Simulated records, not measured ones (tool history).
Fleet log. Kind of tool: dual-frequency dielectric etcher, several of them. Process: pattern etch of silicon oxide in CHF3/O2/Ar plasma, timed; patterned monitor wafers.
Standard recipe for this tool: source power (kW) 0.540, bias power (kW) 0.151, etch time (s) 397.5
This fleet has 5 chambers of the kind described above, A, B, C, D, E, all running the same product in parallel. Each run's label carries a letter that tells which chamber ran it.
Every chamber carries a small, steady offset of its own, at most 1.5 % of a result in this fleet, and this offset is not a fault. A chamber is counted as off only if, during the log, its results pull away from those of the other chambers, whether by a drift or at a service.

| run | hour | source power (kW) | bias power (kW) | etch time (s) | read-back reference wafer on the same gauge, depth_nm | mean etch depth across the wafer (nm) |
|---|---|---|---|---|---|---|
| 1A | 5.6 | 0.540 | 0.151 | 397.5 | 611.60 | 715.46 |
| 2C | 8.8 | 0.540 | 0.151 | 397.5 | 612.54 | 704.71 |
| 3B | 13.3 | 0.540 | 0.151 | 397.5 | 612.24 | 710.93 |
| 4E | 16.7 | 0.540 | 0.151 | 397.5 | 611.76 | 716.69 |
| 5D | 20.5 | 0.540 | 0.151 | 397.5 | 612.14 | 710.42 |
| 6E | 25.8 | 0.540 | 0.151 | 397.5 | 612.10 | 717.95 |
| 7D | 31.6 | 0.540 | 0.151 | 397.5 | 611.95 | 709.05 |
| 8A | 34.2 | 0.540 | 0.151 | 397.5 | 612.08 | 709.81 |
| 9C | 39.9 | 0.410 | 0.176 | 397.5 | 611.82 | 666.42 |
| 10B | 44.1 | 0.410 | 0.176 | 397.5 | 612.75 | 674.48 |
| 11E | 49.6 | 0.410 | 0.176 | 397.5 | 612.70 | 679.07 |
| 12A | 54.3 | 0.410 | 0.176 | 397.5 | 611.78 | 679.74 |
| 13D | 58.7 | 0.410 | 0.176 | 397.5 | 611.94 | 676.37 |
| 14C | 64.2 | 0.540 | 0.151 | 397.5 | 612.48 | 706.40 |
| 15B | 68.8 | 0.470 | 0.151 | 505.0 | 611.81 | 854.90 |
| 16A | 73.0 | 0.470 | 0.151 | 505.0 | 612.61 | 857.92 |
| 17E | 76.9 | 0.470 | 0.151 | 505.0 | 612.16 | 858.69 |
| 18D | 82.0 | 0.470 | 0.151 | 505.0 | 612.23 | 858.67 |
| 19C | 86.7 | 0.470 | 0.151 | 505.0 | 612.42 | 853.93 |
| 20B | 90.2 | 0.450 | 0.151 | 350.0 | 612.78 | 582.86 |
|  | 93.7 | chamber E: wet clean of the chamber |
| 21B | 95.1 | 0.450 | 0.151 | 350.0 | 611.68 | 583.51 |
| 22D | 100.4 | 0.450 | 0.151 | 350.0 | 611.99 | 586.04 |
| 23A | 105.4 | 0.450 | 0.151 | 350.0 | 611.63 | 585.07 |
| 24C | 110.0 | 0.450 | 0.151 | 350.0 | 611.35 | 579.13 |
| 25E | 115.1 | 0.540 | 0.151 | 397.5 | 611.97 | 694.39 |
| 26C | 120.4 | 0.540 | 0.175 | 295.0 | 612.04 | 551.57 |
| 27D | 123.2 | 0.540 | 0.175 | 295.0 | 611.95 | 551.71 |
| 28B | 128.7 | 0.540 | 0.175 | 295.0 | 612.25 | 554.77 |
| 29E | 133.2 | 0.540 | 0.175 | 295.0 | 611.68 | 541.93 |
| 30A | 136.9 | 0.540 | 0.175 | 295.0 | 611.94 | 557.50 |
| 31B | 140.3 | 0.540 | 0.151 | 397.5 | 612.64 | 715.74 |
| 32C | 144.8 | 0.540 | 0.151 | 397.5 | 611.99 | 705.10 |
| 33A | 148.1 | 0.540 | 0.151 | 397.5 | 611.69 | 718.56 |
| 34E | 152.3 | 0.540 | 0.151 | 397.5 | 611.84 | 694.95 |
| 35D | 157.4 | 0.540 | 0.151 | 397.5 | 612.28 | 707.74 |
| 36D | 162.7 | 0.540 | 0.163 | 397.5 | 612.17 | 729.81 |
| 37A | 166.6 | 0.540 | 0.163 | 397.5 | 612.22 | 734.95 |
| 38E | 171.3 | 0.540 | 0.163 | 397.5 | 611.67 | 714.92 |
| 39C | 176.5 | 0.540 | 0.163 | 397.5 | 611.39 | 723.49 |
| 40B | 181.6 | 0.540 | 0.163 | 397.5 | 611.37 | 733.19 |
| 41C | 185.0 | 0.540 | 0.151 | 397.5 | 612.19 | 706.79 |

All 5 chambers run these settings next. Forecast each chamber's results:
| 42A | 189.4 | 0.540 | 0.120 | 397.5 |  | ? |
| 42B | 189.4 | 0.540 | 0.120 | 397.5 |  | ? |
| 42C | 189.4 | 0.540 | 0.120 | 397.5 |  | ? |
| 42D | 189.4 | 0.540 | 0.120 | 397.5 |  | ? |
| 42E | 189.4 | 0.540 | 0.120 | 397.5 |  | ? |

| run | mean etch depth across the wafer (nm) |
|---|---|
| 42A | 664.66 |
| 42B | 662.36 |
| 42C | 658.24 |
| 42D | 660.56 |
| 42E | 647.98 |
